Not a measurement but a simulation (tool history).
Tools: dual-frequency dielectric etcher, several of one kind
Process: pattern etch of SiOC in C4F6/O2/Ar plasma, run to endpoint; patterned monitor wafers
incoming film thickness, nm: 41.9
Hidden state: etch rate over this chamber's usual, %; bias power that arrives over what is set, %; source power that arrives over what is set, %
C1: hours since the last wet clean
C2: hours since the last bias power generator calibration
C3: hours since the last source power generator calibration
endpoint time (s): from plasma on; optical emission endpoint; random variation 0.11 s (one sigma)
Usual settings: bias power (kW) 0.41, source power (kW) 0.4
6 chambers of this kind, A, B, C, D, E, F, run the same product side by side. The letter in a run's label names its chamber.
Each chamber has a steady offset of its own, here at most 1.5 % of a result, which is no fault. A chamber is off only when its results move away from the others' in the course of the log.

run 1D day=0.483 | bias_power_(kW)=0.41 source_power_(kW)=0.4 | C1=198.7 C2=635.4 C3=768.4 | endpoint_time_(s)=15.165
run 2F day=0.712 | bias_power_(kW)=0.41 source_power_(kW)=0.4 | C1=412.8 C2=1401.4 C3=2133.5 | endpoint_time_(s)=15.054
run 3A day=1.2 | bias_power_(kW)=0.41 source_power_(kW)=0.4 | C1=424.7 C2=302.2 C3=144.7 | endpoint_time_(s)=15.071
run 4C day=1.417 | bias_power_(kW)=0.41 source_power_(kW)=0.4 | C1=122.9 C2=990.5 C3=1194 | endpoint_time_(s)=15.289
run 5E day=1.658 | bias_power_(kW)=0.41 source_power_(kW)=0.4 | C1=287.3 C2=2705.9 C3=4369.7 | endpoint_time_(s)=15.076
-- day=1.683 chamber F: wet clean of the chamber
run 6B day=1.896 | bias_power_(kW)=0.41 source_power_(kW)=0.4 | C1=332.1 C2=1009.1 C3=2986.2 | endpoint_time_(s)=15.003
run 7A day=2.283 | bias_power_(kW)=0.41 source_power_(kW)=0.4 | C1=450.7 C2=328.2 C3=170.7 | endpoint_time_(s)=15.273
run 8B day=2.517 | bias_power_(kW)=0.41 source_power_(kW)=0.4 | C1=347 C2=1024 C3=3001.1 | endpoint_time_(s)=14.978
run 9C day=2.758 | bias_power_(kW)=0.41 source_power_(kW)=0.4 | C1=155.1 C2=1022.7 C3=1226.2 | endpoint_time_(s)=15.259
run 10E day=3.179 | bias_power_(kW)=0.41 source_power_(kW)=0.4 | C1=323.8 C2=2742.4 C3=4406.2 | endpoint_time_(s)=15.086
-- day=3.342 chamber A: wet clean of the chamber
run 11F day=3.417 | bias_power_(kW)=0.41 source_power_(kW)=0.44 | C1=41.6 C2=1466.3 C3=2198.4 | endpoint_time_(s)=14.564
-- day=3.529 chamber E: bias power generator calibrated
run 12D day=3.754 | bias_power_(kW)=0.41 source_power_(kW)=0.44 | C1=277.2 C2=713.9 C3=846.9 | endpoint_time_(s)=14.57
run 13C day=4.138 | bias_power_(kW)=0.41 source_power_(kW)=0.44 | C1=188.2 C2=1055.8 C3=1259.3 | endpoint_time_(s)=14.974
run 14A day=4.525 | bias_power_(kW)=0.41 source_power_(kW)=0.44 | C1=28.5 C2=382 C3=224.5 | endpoint_time_(s)=14.851
run 15B day=4.829 | bias_power_(kW)=0.41 source_power_(kW)=0.44 | C1=402.5 C2=1079.5 C3=3056.6 | endpoint_time_(s)=14.403
run 16D day=5.217 | bias_power_(kW)=0.41 source_power_(kW)=0.44 | C1=312.3 C2=749 C3=882 | endpoint_time_(s)=14.463
run 17F day=5.583 | bias_power_(kW)=0.41 source_power_(kW)=0.46 | C1=93.6 C2=1518.3 C3=2250.4 | endpoint_time_(s)=14.332
run 18E day=5.804 | bias_power_(kW)=0.41 source_power_(kW)=0.46 | C1=386.8 C2=54.7 C3=4469.2 | endpoint_time_(s)=14.339
run 19E day=6.233 | bias_power_(kW)=0.41 source_power_(kW)=0.46 | C1=397.1 C2=65 C3=4479.5 | endpoint_time_(s)=14.485
run 20F day=6.704 | bias_power_(kW)=0.41 source_power_(kW)=0.46 | C1=120.5 C2=1545.2 C3=2277.3 | endpoint_time_(s)=14.62
run 21D day=7.071 | bias_power_(kW)=0.41 source_power_(kW)=0.46 | C1=356.8 C2=793.5 C3=926.5 | endpoint_time_(s)=14.271
run 22A day=7.492 | bias_power_(kW)=0.41 source_power_(kW)=0.46 | C1=99.7 C2=453.2 C3=295.7 | endpoint_time_(s)=14.514
run 23C day=7.833 | bias_power_(kW)=0.41 source_power_(kW)=0.4 | C1=276.9 C2=1144.5 C3=1348 | endpoint_time_(s)=15.509
run 24B day=8.3 | bias_power_(kW)=0.41 source_power_(kW)=0.4 | C1=485.8 C2=1162.8 C3=3139.9 | endpoint_time_(s)=14.776
run 25F day=8.758 | bias_power_(kW)=0.41 source_power_(kW)=0.4 | C1=169.8 C2=1594.5 C3=2326.6 | endpoint_time_(s)=15.179
-- day=8.817 chamber D: wet clean of the chamber
run 26D day=9.033 | bias_power_(kW)=0.41 source_power_(kW)=0.4 | C1=5.2 C2=840.6 C3=973.6 | endpoint_time_(s)=15.025
run 27C day=9.425 | bias_power_(kW)=0.363 source_power_(kW)=0.49 | C1=315.1 C2=1182.7 C3=1386.2 | endpoint_time_(s)=14.801
run 28A day=9.904 | bias_power_(kW)=0.363 source_power_(kW)=0.49 | C1=157.6 C2=511.1 C3=353.6 | endpoint_time_(s)=14.574
run 29B day=10.267 | bias_power_(kW)=0.363 source_power_(kW)=0.49 | C1=533 C2=1210 C3=3187.1 | endpoint_time_(s)=13.942
run 30E day=10.5 | bias_power_(kW)=0.363 source_power_(kW)=0.49 | C1=499.5 C2=167.4 C3=4581.9 | endpoint_time_(s)=14.69
-- day=10.521 chamber E: wet clean of the chamber
run 31B day=10.933 | bias_power_(kW)=0.363 source_power_(kW)=0.49 | C1=549 C2=1226 C3=3203.1 | endpoint_time_(s)=14.208
-- day=11.171 chamber E: source power generator calibrated
run 32A day=11.354 | bias_power_(kW)=0.363 source_power_(kW)=0.49 | C1=192.4 C2=545.9 C3=388.4 | endpoint_time_(s)=14.827
-- day=11.546 chamber C: wet clean of the chamber
run 33D day=11.712 | bias_power_(kW)=0.41 source_power_(kW)=0.4 | C1=69.5 C2=904.9 C3=1037.9 | endpoint_time_(s)=15.126
run 34F day=12.088 | bias_power_(kW)=0.41 source_power_(kW)=0.4 | C1=249.7 C2=1674.4 C3=2406.5 | endpoint_time_(s)=15.201
run 35C day=12.371 | bias_power_(kW)=0.41 source_power_(kW)=0.4 | C1=19.8 C2=1253.4 C3=1456.9 | endpoint_time_(s)=15.488
run 36E day=12.762 | bias_power_(kW)=0.375 source_power_(kW)=0.49 | C1=53.9 C2=221.7 C3=38.2 | endpoint_time_(s)=14.544

All 6 chambers run these settings next. Forecast each chamber's results:
run 37A day=13.112 | bias_power_(kW)=0.41 source_power_(kW)=0.32 | endpoint_time_(s)=?
run 37B day=13.112 | bias_power_(kW)=0.41 source_power_(kW)=0.32 | endpoint_time_(s)=?
run 37C day=13.112 | bias_power_(kW)=0.41 source_power_(kW)=0.32 | endpoint_time_(s)=?
run 37D day=13.112 | bias_power_(kW)=0.41 source_power_(kW)=0.32 | endpoint_time_(s)=?
run 37E day=13.112 | bias_power_(kW)=0.41 source_power_(kW)=0.32 | endpoint_time_(s)=?
run 37F day=13.112 | bias_power_(kW)=0.41 source_power_(kW)=0.32 | endpoint_time_(s)=?

run=37A endpoint_time_(s)=16.489
run=37B endpoint_time_(s)=15.695
run=37C endpoint_time_(s)=16.677
run=37D endpoint_time_(s)=16.431
run=37E endpoint_time_(s)=16.635
run=37F endpoint_time_(s)=16.562

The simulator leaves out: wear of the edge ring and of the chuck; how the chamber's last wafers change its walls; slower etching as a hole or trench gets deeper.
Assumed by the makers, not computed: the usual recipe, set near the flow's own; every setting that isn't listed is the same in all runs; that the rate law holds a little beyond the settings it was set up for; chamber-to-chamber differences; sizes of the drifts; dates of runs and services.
